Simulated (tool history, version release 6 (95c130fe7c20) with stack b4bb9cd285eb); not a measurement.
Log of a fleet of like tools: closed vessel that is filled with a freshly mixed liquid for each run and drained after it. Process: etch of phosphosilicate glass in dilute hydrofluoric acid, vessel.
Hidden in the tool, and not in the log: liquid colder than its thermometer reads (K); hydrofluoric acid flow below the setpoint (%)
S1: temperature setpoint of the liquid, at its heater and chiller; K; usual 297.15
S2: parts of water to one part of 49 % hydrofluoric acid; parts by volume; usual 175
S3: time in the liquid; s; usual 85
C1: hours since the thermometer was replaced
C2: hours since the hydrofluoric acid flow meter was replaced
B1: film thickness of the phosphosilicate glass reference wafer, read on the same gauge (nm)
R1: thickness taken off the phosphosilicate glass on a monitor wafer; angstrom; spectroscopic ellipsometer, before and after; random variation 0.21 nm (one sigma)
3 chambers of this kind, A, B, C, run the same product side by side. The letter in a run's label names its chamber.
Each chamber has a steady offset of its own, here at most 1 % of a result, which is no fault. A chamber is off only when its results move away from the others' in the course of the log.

run	hour	S1	S2	S3	C1	C2	B1	R1
1A	11.0	297.15	175	85	1325.1	1807.6	109.98	431.25
2C	19.6	297.15	175	85	581.4	742.6	110.02	432.48
3B	30.5	297.15	175	85	338.3	734.5	109.99	431.54
4B	41.0	297.15	175	85	348.8	745.0	109.97	430.23
5C	49.1	299.65	105	85	610.9	772.1	109.99	860.17
6A	63.1	299.65	105	85	1377.2	1859.7	110.00	851.88
7C	73.1	299.65	105	85	634.9	796.1	110.00	859.77
8A	84.7	297.15	175	85	1398.8	1881.3	109.98	429.44
9B	98.5	297.15	175	85	406.3	802.5	110.01	427.16
10A	111.7	293.65	215	85	1425.8	1908.3	109.97	295.71
# hour 113.5: chamber C: hydrofluoric acid flow meter replaced
11B	124.3	293.65	215	85	432.1	828.3	109.99	291.82
12C	138.4	293.65	215	85	700.2	25.0	110.00	292.01
13C	151.0	297.15	175	85	712.8	37.6	109.99	425.10
14A	162.1	297.15	175	85	1476.2	1958.7	109.99	431.58
15B	171.1	297.15	175	70	478.9	875.1	109.99	353.13
16C	179.5	297.15	175	70	741.3	66.1	110.01	350.27
17A	188.7	297.15	175	70	1502.8	1985.3	109.99	353.26
18B	202.4	297.15	225	85	510.2	906.4	109.98	317.04
19B	217.5	297.15	225	85	525.3	921.5	110.00	317.56
20A	226.4	297.15	225	85	1540.5	2023.0	110.04	316.88
21C	238.8	297.15	175	85	800.6	125.4	110.01	420.03
22C	247.5	297.15	175	85	809.3	134.1	110.02	418.45
23B	260.4	297.15	175	85	568.2	964.4	109.97	429.30
# hour 270.3: chamber A: hydrofluoric acid flow meter replaced
24A	273.5	297.15	175	85	1587.6	3.3	110.02	426.89
25A	284.2	297.15	175	85	1598.3	14.0	109.98	428.66
26B	298.4	297.15	175	85	606.2	1002.4	109.99	424.42
27C	312.3	297.15	175	85	874.1	198.9	109.99	418.95
# hour 315.5: chamber B: thermometer replaced
28C	320.7	297.15	205	85	882.5	207.3	109.99	343.03
29A	328.0	297.15	205	85	1642.1	57.8	110.00	357.54
30B	337.2	297.15	205	85	21.7	1041.2	110.00	353.84
31B	345.2	297.15	175	85	29.7	1049.2	110.01	430.25
32A	359.8	297.15	175	85	1673.9	89.6	109.99	430.15
33C	374.9	297.15	175	85	936.7	261.5	109.98	415.00
34A	388.0	297.15	175	85	1702.1	117.8	110.02	430.04
35B	397.0	297.15	175	85	81.5	1101.0	110.00	430.00

What goes on in this fleet: one chamber off, a drifting gauge, or nothing beyond the chambers' own small offsets? Name the chamber and the cause, if any.

Chamber C drifts away from the others.
Cause: liquid colder than its thermometer reads (K) = 1.29.

Here are 4 candidates for chamber C's next run, each the usual settings with a change, their results left as question marks. Which one brings its results back in line with what the others give on the usual settings?
In line means no further than this from the other chambers' mean on the usual settings: R1 7.40 angstrom
36C-1	408.0	296.65	175	85				?
36C-2	408.0	298.15	175	85				?
36C-3	408.0	297.65	175	85				?
36C-4	408.0	296.15	175	85				?

The other chambers' mean on the usual settings: R1 430.25 angstrom
run	R1
36C-1	403.27
36C-2	426.59
36C-3	418.61
36C-4	395.75
36C-2 brings the chamber back in line.
